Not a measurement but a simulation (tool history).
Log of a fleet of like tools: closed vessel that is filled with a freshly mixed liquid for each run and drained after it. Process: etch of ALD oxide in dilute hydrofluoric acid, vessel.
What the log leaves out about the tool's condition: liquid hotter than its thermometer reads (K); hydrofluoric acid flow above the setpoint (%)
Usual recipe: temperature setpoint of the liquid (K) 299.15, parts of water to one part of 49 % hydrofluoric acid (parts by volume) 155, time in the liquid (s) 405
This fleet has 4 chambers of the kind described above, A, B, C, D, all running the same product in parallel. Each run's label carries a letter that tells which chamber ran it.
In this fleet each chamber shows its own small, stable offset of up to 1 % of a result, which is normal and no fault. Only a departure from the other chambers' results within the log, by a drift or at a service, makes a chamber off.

run   hour  temperature setpoint of the liquid (K)  parts of water to one part of 49 % hydrofluoric acid (parts by volume)  time in the liquid (s)  hours since the thermometer was replaced  hours since the hydrofluoric acid flow meter was replaced  read-back film thickness of the ALD oxide reference wafer, read on the same gauge (nm)  thickness taken off the ALD oxide on a monitor wafer (Å)
       5.7  -- chamber B: thermometer replaced
 1D    7.7                                  299.15                                                                     155                     405                                     755.2                                                      920.4                                                                                  140.01                                                    388.83
 2A   16.3                                  299.15                                                                     155                     405                                    1074.0                                                      114.8                                                                                  140.01                                                    382.89
 3B   24.2                                  299.15                                                                     155                     405                                      18.5                                                      175.9                                                                                  140.01                                                    389.84
 4C   34.1                                  299.15                                                                     155                     405                                     347.2                                                     1203.3                                                                                  139.99                                                    384.39
 5C   47.1                                  299.15                                                                     155                     405                                     360.2                                                     1216.3                                                                                  140.00                                                    383.35
 6A   58.7                                  299.15                                                                     155                     405                                    1116.4                                                      157.2                                                                                  140.00                                                    388.50
 7D   70.6                                  299.15                                                                     155                     405                                     818.1                                                      983.3                                                                                  139.98                                                    388.75
 8B   77.5                                  299.15                                                                     155                     405                                      71.8                                                      229.2                                                                                  140.02                                                    389.66
 9B   89.7                                  299.15                                                                     155                     405                                      84.0                                                      241.4                                                                                  140.01                                                    386.85
10D  102.8                                  299.15                                                                     155                     405                                     850.3                                                     1015.5                                                                                  139.98                                                    387.15
11A  113.1                                  299.15                                                                     155                     405                                    1170.8                                                      211.6                                                                                  140.00                                                    387.14
12C  124.7                                  299.15                                                                     205                     580                                     437.8                                                     1293.9                                                                                  140.00                                                    397.23
13A  132.8                                  299.15                                                                     205                     580                                    1190.5                                                      231.3                                                                                  139.98                                                    394.17
14D  140.1                                  299.15                                                                     205                     580                                     887.6                                                     1052.8                                                                                  140.00                                                    400.45
15B  152.2                                  299.15                                                                     205                     580                                     146.5                                                      303.9                                                                                  140.01                                                    393.83
16C  164.9                                  299.15                                                                     155                     405                                     478.0                                                     1334.1                                                                                  139.98                                                    387.60
17A  179.1                                  299.15                                                                     155                     405                                    1236.8                                                      277.6                                                                                  140.02                                                    387.69
18B  185.9                                  299.15                                                                     155                     405                                     180.2                                                      337.6                                                                                  140.00                                                    386.20
19D  196.0                                  299.15                                                                     155                     405                                     943.5                                                     1108.7                                                                                  140.00                                                    392.81
20C  205.0                                  299.15                                                                     155                     405                                     518.1                                                     1374.2                                                                                  140.01                                                    386.71
21A  219.1                                  299.15                                                                     155                     405                                    1276.8                                                      317.6                                                                                  140.00                                                    383.24
22C  231.1                                  296.65                                                                     100                     405                                     544.2                                                     1400.3                                                                                  140.00                                                    584.67
23D  245.7                                  296.65                                                                     100                     405                                     993.2                                                     1158.4                                                                                  139.99                                                    585.81
24B  253.7                                  296.65                                                                     100                     405                                     248.0                                                      405.4                                                                                  140.02                                                    584.11
25D  267.4                                  296.65                                                                     100                     405                                    1014.9                                                     1180.1                                                                                  140.00                                                    590.55
26C  281.5                                  299.15                                                                     155                     405                                     594.6                                                     1450.7                                                                                  140.01                                                    398.25
27B  289.8                                  299.15                                                                     155                     405                                     284.1                                                      441.5                                                                                  140.00                                                    381.74
28A  298.9                                  299.15                                                                     155                     405                                    1356.6                                                      397.4                                                                                  139.99                                                    389.10
     304.5  -- chamber B: hydrofluoric acid flow meter replaced
29C  308.5                                  299.15                                                                     155                     405                                     621.6                                                     1477.7                                                                                  140.02                                                    401.40
30A  314.9                                  295.15                                                                     155                     475                                    1372.6                                                      413.4                                                                                  139.99                                                    389.02
31B  323.0                                  295.15                                                                     155                     475                                     317.3                                                       18.6                                                                                  140.01                                                    390.95
32D  332.5                                  295.15                                                                     155                     475                                    1080.0                                                     1245.2                                                                                  140.01                                                    390.93
33B  342.8                                  295.15                                                                     155                     475                                     337.1                                                       38.4                                                                                  139.97                                                    389.31
34D  355.7                                  299.15                                                                     155                     405                                    1103.2                                                     1268.4                                                                                  140.02                                                    386.20
35C  367.3                                  299.15                                                                     155                     405                                     680.4                                                     1536.5                                                                                  140.03                                                    400.19
36A  377.2                                  299.15                                                                     155                     405                                    1434.9                                                      475.7                                                                                  139.99                                                    388.94
37C  387.8                                  299.15                                                                     155                     405                                     700.9                                                     1557.0                                                                                  139.98                                                    406.21
38B  396.3                                  299.15                                                                     155                     405                                     390.6                                                       91.9                                                                                  139.98                                                    390.45
39A  407.2                                  299.15                                                                     155                     405                                    1464.9                                                      505.7                                                                                  140.03                                                    387.48
40D  421.2                                  299.15                                                                     155                     405                                    1168.7                                                     1333.9                                                                                  140.00                                                    389.55
41C  430.8                                  299.15                                                                     155                     405                                     743.9                                                     1600.0                                                                                  140.00                                                    413.35

Decide between three cases: one chamber stands off from its peers, the gauge reading all wafers drifts, or nothing is wrong past each chamber's small offset. Where a chamber is off, say which and what most likely put it there.

Little by little, chamber C moves away from the other chambers.
Likeliest cause: hydrofluoric acid flow above the setpoint (%) = 5.48.
From this log alone, it may not be told apart from: liquid hotter than its thermometer reads (K).

Chamber C could run next with any of the 4 candidate recipes listed below; each alters the usual settings, and their results appear as question marks. Which one brings its results back in line with what the other chambers deliver on the usual settings?
Allowed miss from the other chambers' usual-settings mean, per result, to count as in line: thickness taken off the ALD oxide on a monitor wafer (Å) 8.00
42C-1  441.3                                  299.15                                                                     150                     430                                                                                                                                                                                                                                                      ?
42C-2  441.3                                  300.65                                                                     155                     405                                                                                                                                                                                                                                                      ?
42C-3  441.3                                  299.15                                                                     155                     365                                                                                                                                                                                                                                                      ?
42C-4  441.3                                  297.65                                                                     155                     405                                                                                                                                                                                                                                                      ?

The mean the other chambers reach with the usual settings: thickness taken off the ALD oxide on a monitor wafer (Å) 387.57
  run  thickness taken off the ALD oxide on a monitor wafer (Å)
42C-1                                                    452.50
42C-2                                                    433.93
42C-3                                                    369.56
42C-4                                                    387.16
42C-4 brings the chamber back in line.
